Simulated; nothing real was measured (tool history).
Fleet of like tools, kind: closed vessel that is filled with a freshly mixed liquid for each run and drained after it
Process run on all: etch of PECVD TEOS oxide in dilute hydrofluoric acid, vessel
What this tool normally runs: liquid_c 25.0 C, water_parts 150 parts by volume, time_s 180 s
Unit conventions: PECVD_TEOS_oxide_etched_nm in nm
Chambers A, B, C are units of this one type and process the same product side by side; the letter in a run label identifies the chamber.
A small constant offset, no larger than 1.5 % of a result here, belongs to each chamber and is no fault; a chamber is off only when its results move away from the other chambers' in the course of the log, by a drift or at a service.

run,day,liquid_c,water_parts,time_s,"read-back film thickness of the PECVD TEOS oxide reference wafer, read on the same gauge (nm)",PECVD_TEOS_oxide_etched_nm
1B,0.088,25.0,150,180,120.00,13.2980
2C,0.229,25.0,150,180,120.02,13.4490
3A,0.354,25.0,150,180,119.99,13.5180
4C,0.433,25.0,150,180,120.01,13.4830
5A,0.612,25.0,150,180,119.98,13.4250
6B,0.721,25.0,150,180,119.98,13.3830
7B,0.846,21.5,150,230,120.02,14.8130
8A,1.029,21.5,150,230,119.98,14.9580
9C,1.146,21.5,150,230,120.03,15.0970
10B,1.267,25.0,150,180,119.96,13.3040
11A,1.379,25.0,220,180,119.99,8.5184
12C,1.554,25.0,220,180,120.02,8.6698
13A,1.671,25.0,220,180,120.00,8.5250
14B,1.779,25.0,150,180,120.02,13.3330
15C,1.912,25.0,150,180,120.02,14.0100
16A,2.067,25.0,150,180,119.99,13.3780
17C,2.188,25.0,150,180,119.98,14.2100
18B,2.317,25.0,150,180,120.00,13.3540
19B,2.458,25.0,85,75,120.01,10.4820
20C,2.604,25.0,85,75,120.02,11.5220
21A,2.692,25.0,85,75,119.95,10.5290
22C,2.771,27.0,150,180,119.98,15.5330
23A,2.942,27.0,150,180,120.00,14.5710

The same settings go to every chamber for the next run, one line per chamber below. Forecast the results for each:
24A,3.071,25.0,150,180,,?
24B,3.071,25.0,150,180,,?
24C,3.071,25.0,150,180,,?

run,PECVD_TEOS_oxide_etched_nm
24A,13.2870
24B,13.2520
24C,14.5750
